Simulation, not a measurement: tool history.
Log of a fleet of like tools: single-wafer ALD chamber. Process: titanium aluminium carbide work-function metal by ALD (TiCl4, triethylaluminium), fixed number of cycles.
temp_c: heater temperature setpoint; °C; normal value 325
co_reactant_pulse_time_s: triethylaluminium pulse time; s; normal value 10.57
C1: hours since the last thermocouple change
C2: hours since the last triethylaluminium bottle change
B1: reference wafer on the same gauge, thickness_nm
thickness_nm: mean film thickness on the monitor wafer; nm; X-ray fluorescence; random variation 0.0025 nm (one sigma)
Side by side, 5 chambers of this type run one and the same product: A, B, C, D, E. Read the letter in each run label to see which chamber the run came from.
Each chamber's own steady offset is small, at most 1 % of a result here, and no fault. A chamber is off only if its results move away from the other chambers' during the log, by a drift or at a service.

Run 1D, hour 10.3: usual settings; C1 1464.6; C2 65.2; B1 2.559. Result: thickness_nm 2.2413 nm.
Run 2E, hour 19: usual settings; C1 313.7; C2 733.4; B1 2.5593. Result: thickness_nm 2.2147 nm.
At hour 25.6: chamber C: triethylaluminium bottle replaced.
Run 3A, hour 28.2: usual settings; C1 250.1; C2 35.9; B1 2.559. Result: thickness_nm 2.2248 nm.
Run 4B, hour 36.9: usual settings; C1 1597.3; C2 763.8; B1 2.5579. Result: thickness_nm 2.2183 nm.
Run 5C, hour 45.3: usual settings; C1 2222.9; C2 19.7; B1 2.5577. Result: thickness_nm 2.225 nm.
Run 6D, hour 52.4: usual settings; C1 1506.7; C2 107.3; B1 2.5584. Result: thickness_nm 2.2354 nm.
Run 7B, hour 62.8: usual settings; C1 1623.2; C2 789.7; B1 2.5572. Result: thickness_nm 2.2191 nm.
Run 8E, hour 72.9: usual settings but co_reactant_pulse_time_s 7.54 s; C1 367.6; C2 787.3; B1 2.5563. Result: thickness_nm 2.1 nm.
Run 9C, hour 82.4: usual settings but co_reactant_pulse_time_s 7.54 s; C1 2260; C2 56.8; B1 2.5562. Result: thickness_nm 2.1127 nm.
Run 10A, hour 89.9: usual settings but co_reactant_pulse_time_s 7.54 s; C1 311.8; C2 97.6; B1 2.5563. Result: thickness_nm 2.1103 nm.
Run 11E, hour 99.2: usual settings but co_reactant_pulse_time_s 7.54 s; C1 393.9; C2 813.6; B1 2.556. Result: thickness_nm 2.0979 nm.
Run 12B, hour 106.4: usual settings but co_reactant_pulse_time_s 7.54 s; C1 1666.8; C2 833.3; B1 2.5549. Result: thickness_nm 2.1036 nm.
Run 13C, hour 112.5: usual settings; C1 2290.1; C2 86.9; B1 2.5548. Result: thickness_nm 2.2275 nm.
Run 14A, hour 118.4: usual settings; C1 340.3; C2 126.1; B1 2.555. Result: thickness_nm 2.2165 nm.
At hour 118.9: chamber B: thermocouple changed; heater temperature recalibrated.
Run 15D, hour 126.4: usual settings; C1 1580.7; C2 181.3; B1 2.5539. Result: thickness_nm 2.2363 nm.
Run 16B, hour 135.1: usual settings; C1 16.3; C2 862; B1 2.5547. Result: thickness_nm 2.2151 nm.
Run 17E, hour 140.3: usual settings; C1 435; C2 854.7; B1 2.5545. Result: thickness_nm 2.208 nm.
Run 18C, hour 148.4: usual settings; C1 2326; C2 122.8; B1 2.553. Result: thickness_nm 2.2242 nm.
Run 19A, hour 157.5: usual settings; C1 379.4; C2 165.2; B1 2.5538. Result: thickness_nm 2.2159 nm.
Run 20D, hour 167.2: usual settings; C1 1621.5; C2 222.1; B1 2.553. Result: thickness_nm 2.2347 nm.
Run 21C, hour 174.4: usual settings; C1 2352; C2 148.8; B1 2.5525. Result: thickness_nm 2.2179 nm.
Run 22A, hour 180.8: usual settings; C1 402.7; C2 188.5; B1 2.5523. Result: thickness_nm 2.2152 nm.
Run 23E, hour 188.2: usual settings; C1 482.9; C2 902.6; B1 2.552. Result: thickness_nm 2.2118 nm.
Run 24B, hour 195.9: usual settings but temp_c 320 °C, co_reactant_pulse_time_s 8.31 s; C1 77.1; C2 922.8; B1 2.5516. Result: thickness_nm 2.097 nm.
Run 25D, hour 201.9: usual settings but temp_c 320 °C, co_reactant_pulse_time_s 8.31 s; C1 1656.2; C2 256.8; B1 2.5509. Result: thickness_nm 2.1117 nm.
Run 26C, hour 209: usual settings but temp_c 320 °C, co_reactant_pulse_time_s 8.31 s; C1 2386.6; C2 183.4; B1 2.5507. Result: thickness_nm 2.1084 nm.
Run 27A, hour 215.3: usual settings but temp_c 320 °C, co_reactant_pulse_time_s 8.31 s; C1 437.2; C2 223; B1 2.5507. Result: thickness_nm 2.0983 nm.
Run 28E, hour 220.8: usual settings but temp_c 320 °C, co_reactant_pulse_time_s 8.31 s; C1 515.5; C2 935.2; B1 2.5505. Result: thickness_nm 2.0947 nm.
Run 29B, hour 230.4: usual settings; C1 111.6; C2 957.3; B1 2.5501. Result: thickness_nm 2.211 nm.
Run 30D, hour 240.4: usual settings; C1 1694.7; C2 295.3; B1 2.5499. Result: thickness_nm 2.2358 nm.
Run 31B, hour 246.6: usual settings; C1 127.8; C2 973.5; B1 2.549. Result: thickness_nm 2.2104 nm.
Run 32A, hour 256.1: usual settings; C1 478; C2 263.8; B1 2.5495. Result: thickness_nm 2.2136 nm.
Run 33C, hour 262.4: usual settings; C1 2440; C2 236.8; B1 2.5487. Result: thickness_nm 2.2162 nm.

Does one chamber stand apart from the rest, does the shared gauge drift, or is all well apart from small per-chamber offsets? Give the chamber and the most likely cause, where there is one.

Gauge drift. The chambers move together only on paper, and none stands off.
What lies behind it: gauge reads low (%) = 0.456.

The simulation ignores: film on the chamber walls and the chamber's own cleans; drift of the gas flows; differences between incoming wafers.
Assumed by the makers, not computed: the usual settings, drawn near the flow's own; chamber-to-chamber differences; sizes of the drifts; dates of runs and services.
